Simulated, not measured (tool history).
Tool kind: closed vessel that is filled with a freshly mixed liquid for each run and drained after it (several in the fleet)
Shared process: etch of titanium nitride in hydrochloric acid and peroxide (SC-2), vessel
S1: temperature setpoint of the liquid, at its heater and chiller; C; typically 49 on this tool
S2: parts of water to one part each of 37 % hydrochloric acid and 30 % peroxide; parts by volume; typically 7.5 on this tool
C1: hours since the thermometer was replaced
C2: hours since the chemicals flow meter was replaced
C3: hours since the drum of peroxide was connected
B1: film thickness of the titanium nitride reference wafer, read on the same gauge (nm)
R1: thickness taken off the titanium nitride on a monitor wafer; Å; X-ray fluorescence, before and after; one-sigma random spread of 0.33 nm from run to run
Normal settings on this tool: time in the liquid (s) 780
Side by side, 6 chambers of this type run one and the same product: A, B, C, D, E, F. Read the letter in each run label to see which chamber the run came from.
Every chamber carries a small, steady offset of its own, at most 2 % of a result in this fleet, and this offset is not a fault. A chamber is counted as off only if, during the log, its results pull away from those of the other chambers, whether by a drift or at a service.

run 1B hour=10.4 | S1=49 S2=7.5 time_in_the_liquid_(s)=780 | C1=118.5 C2=269 C3=291.5 | B1=140.01 | R1=329.47
run 2E hour=24.4 | S1=49 S2=7.5 time_in_the_liquid_(s)=780 | C1=1395 C2=915.8 C3=863.8 | B1=140 | R1=333.19
run 3F hour=35.8 | S1=49 S2=7.5 time_in_the_liquid_(s)=780 | C1=565.8 C2=810.3 C3=1087.9 | B1=139.99 | R1=333.28
run 4D hour=49.4 | S1=49 S2=7.5 time_in_the_liquid_(s)=780 | C1=148 C2=1237.8 C3=975.3 | B1=140 | R1=333.6
run 5A hour=61.9 | S1=49 S2=7.5 time_in_the_liquid_(s)=780 | C1=746.9 C2=293.3 C3=145.5 | B1=139.98 | R1=330.54
-- hour=68.7 chamber E: thermometer replaced
run 6C hour=75.6 | S1=49 S2=7.5 time_in_the_liquid_(s)=780 | C1=2090.5 C2=171 C3=259.4 | B1=139.98 | R1=338.88
run 7E hour=87.7 | S1=49 S2=7.5 time_in_the_liquid_(s)=780 | C1=19 C2=979.1 C3=927.1 | B1=139.98 | R1=328.96
run 8F hour=98.8 | S1=44 S2=9.5 time_in_the_liquid_(s)=780 | C1=628.8 C2=873.3 C3=1150.9 | B1=139.98 | R1=192.21
-- hour=109.9 chamber C: new drum of peroxide connected
run 9A hour=112 | S1=44 S2=9.5 time_in_the_liquid_(s)=780 | C1=797 C2=343.4 C3=195.6 | B1=140.01 | R1=191.13
run 10B hour=126 | S1=44 S2=9.5 time_in_the_liquid_(s)=780 | C1=234.1 C2=384.6 C3=407.1 | B1=140.02 | R1=193.07
run 11D hour=138.1 | S1=44 S2=9.5 time_in_the_liquid_(s)=780 | C1=236.7 C2=1326.5 C3=1064 | B1=140 | R1=194.62
-- hour=141 chamber D: new drum of peroxide connected
run 12C hour=149.6 | S1=44 S2=9.5 time_in_the_liquid_(s)=780 | C1=2164.5 C2=245 C3=39.8 | B1=140 | R1=197.53
run 13D hour=159.7 | S1=44 S2=9.5 time_in_the_liquid_(s)=780 | C1=258.3 C2=1348.1 C3=18.7 | B1=140.01 | R1=195.09
run 14E hour=172.2 | S1=49 S2=7.5 time_in_the_liquid_(s)=780 | C1=103.5 C2=1063.6 C3=1011.6 | B1=140.02 | R1=334.61
-- hour=176.3 chamber F: chemicals flow meter replaced
run 15B hour=178.3 | S1=49 S2=7.5 time_in_the_liquid_(s)=780 | C1=286.4 C2=436.9 C3=459.4 | B1=140 | R1=326.48
run 16C hour=192.3 | S1=55 S2=4 time_in_the_liquid_(s)=780 | C1=2207.2 C2=287.7 C3=82.5 | B1=140 | R1=792.73
run 17F hour=200.6 | S1=55 S2=4 time_in_the_liquid_(s)=780 | C1=730.6 C2=24.4 C3=1252.7 | B1=140.02 | R1=759.8
run 18A hour=210.7 | S1=55 S2=4 time_in_the_liquid_(s)=780 | C1=895.7 C2=442.1 C3=294.3 | B1=140 | R1=794.63
run 19D hour=222 | S1=55 S2=4 time_in_the_liquid_(s)=780 | C1=320.6 C2=1410.4 C3=81 | B1=140.01 | R1=776.69
run 20C hour=233.9 | S1=55 S2=4 time_in_the_liquid_(s)=780 | C1=2248.8 C2=329.3 C3=124.1 | B1=140.03 | R1=793.04
run 21A hour=244.9 | S1=55 S2=4 time_in_the_liquid_(s)=780 | C1=929.9 C2=476.3 C3=328.5 | B1=140 | R1=805.19
run 22B hour=254.4 | S1=49 S2=10.5 time_in_the_liquid_(s)=1105 | C1=362.5 C2=513 C3=535.5 | B1=140.01 | R1=354.8
run 23F hour=268.2 | S1=49 S2=10.5 time_in_the_liquid_(s)=1105 | C1=798.2 C2=92 C3=1320.3 | B1=139.99 | R1=353.41
run 24E hour=275 | S1=49 S2=10.5 time_in_the_liquid_(s)=1105 | C1=206.3 C2=1166.4 C3=1114.4 | B1=140.03 | R1=355.68
run 25D hour=282.4 | S1=49 S2=10.5 time_in_the_liquid_(s)=1105 | C1=381 C2=1470.8 C3=141.4 | B1=140 | R1=358.58
run 26F hour=289.9 | S1=49 S2=10.5 time_in_the_liquid_(s)=1105 | C1=819.9 C2=113.7 C3=1342 | B1=140 | R1=349.74
-- hour=296.5 chamber C: thermometer replaced
run 27C hour=300.1 | S1=49 S2=10.5 time_in_the_liquid_(s)=1105 | C1=3.6 C2=395.5 C3=190.3 | B1=139.99 | R1=358.42
run 28E hour=310.6 | S1=49 S2=7.5 time_in_the_liquid_(s)=780 | C1=241.9 C2=1202 C3=1150 | B1=140.01 | R1=331.37
run 29A hour=321.7 | S1=49 S2=7.5 time_in_the_liquid_(s)=780 | C1=1006.7 C2=553.1 C3=405.3 | B1=139.97 | R1=333.15
-- hour=327.7 chamber F: thermometer replaced
run 30B hour=329.2 | S1=55.5 S2=10.5 time_in_the_liquid_(s)=780 | C1=437.3 C2=587.8 C3=610.3 | B1=139.99 | R1=386.15
-- hour=332.6 chamber A: chemicals flow meter replaced
run 31B hour=336.4 | S1=55.5 S2=10.5 time_in_the_liquid_(s)=780 | C1=444.5 C2=595 C3=617.5 | B1=140.01 | R1=382.39
run 32D hour=346.6 | S1=55.5 S2=10.5 time_in_the_liquid_(s)=780 | C1=445.2 C2=1535 C3=205.6 | B1=139.98 | R1=387.05
-- hour=356.5 chamber B: new drum of peroxide connected
run 33E hour=359.7 | S1=55.5 S2=10.5 time_in_the_liquid_(s)=780 | C1=291 C2=1251.1 C3=1199.1 | B1=140.01 | R1=391.31
run 34A hour=367.2 | S1=55.5 S2=10.5 time_in_the_liquid_(s)=780 | C1=1052.2 C2=34.6 C3=450.8 | B1=140 | R1=396.44
run 35C hour=376.2 | S1=55.5 S2=10.5 time_in_the_liquid_(s)=780 | C1=79.7 C2=471.6 C3=266.4 | B1=139.99 | R1=388
run 36F hour=389 | S1=49 S2=7.5 time_in_the_liquid_(s)=780 | C1=61.3 C2=212.8 C3=1441.1 | B1=140.01 | R1=326.78
run 37F hour=398 | S1=49 S2=7.5 time_in_the_liquid_(s)=780 | C1=70.3 C2=221.8 C3=1450.1 | B1=140 | R1=329.61
run 38C hour=405.3 | S1=49 S2=7.5 time_in_the_liquid_(s)=780 | C1=108.8 C2=500.7 C3=295.5 | B1=139.99 | R1=333.3
-- hour=408.2 chamber C: new drum of peroxide connected
run 39D hour=411.7 | S1=49 S2=7.5 time_in_the_liquid_(s)=780 | C1=510.3 C2=1600.1 C3=270.7 | B1=139.99 | R1=330.86
run 40E hour=425.3 | S1=49 S2=7.5 time_in_the_liquid_(s)=780 | C1=356.6 C2=1316.7 C3=1264.7 | B1=140 | R1=329.53
run 41A hour=435.7 | S1=49 S2=7.5 time_in_the_liquid_(s)=780 | C1=1120.7 C2=103.1 C3=519.3 | B1=139.99 | R1=332.79
run 42B hour=445.4 | S1=49 S2=7.5 time_in_the_liquid_(s)=780 | C1=553.5 C2=704 C3=88.9 | B1=140.01 | R1=331.24
run 43F hour=451.6 | S1=49 S2=7.5 time_in_the_liquid_(s)=780 | C1=123.9 C2=275.4 C3=1503.7 | B1=140.01 | R1=320.9
run 44C hour=458.2 | S1=49 S2=7.5 time_in_the_liquid_(s)=780 | C1=161.7 C2=553.6 C3=50 | B1=140.01 | R1=331.76

All 6 chambers run these settings next. Forecast each chamber's results:
run 45A hour=468.3 | S1=49 S2=7.5 time_in_the_liquid_(s)=510 | R1=?
run 45B hour=468.3 | S1=49 S2=7.5 time_in_the_liquid_(s)=510 | R1=?
run 45C hour=468.3 | S1=49 S2=7.5 time_in_the_liquid_(s)=510 | R1=?
run 45D hour=468.3 | S1=49 S2=7.5 time_in_the_liquid_(s)=510 | R1=?
run 45E hour=468.3 | S1=49 S2=7.5 time_in_the_liquid_(s)=510 | R1=?
run 45F hour=468.3 | S1=49 S2=7.5 time_in_the_liquid_(s)=510 | R1=?

run=45A R1=216.36
run=45B R1=213.87
run=45C R1=215.27
run=45D R1=213.88
run=45E R1=221.23
run=45F R1=219.15
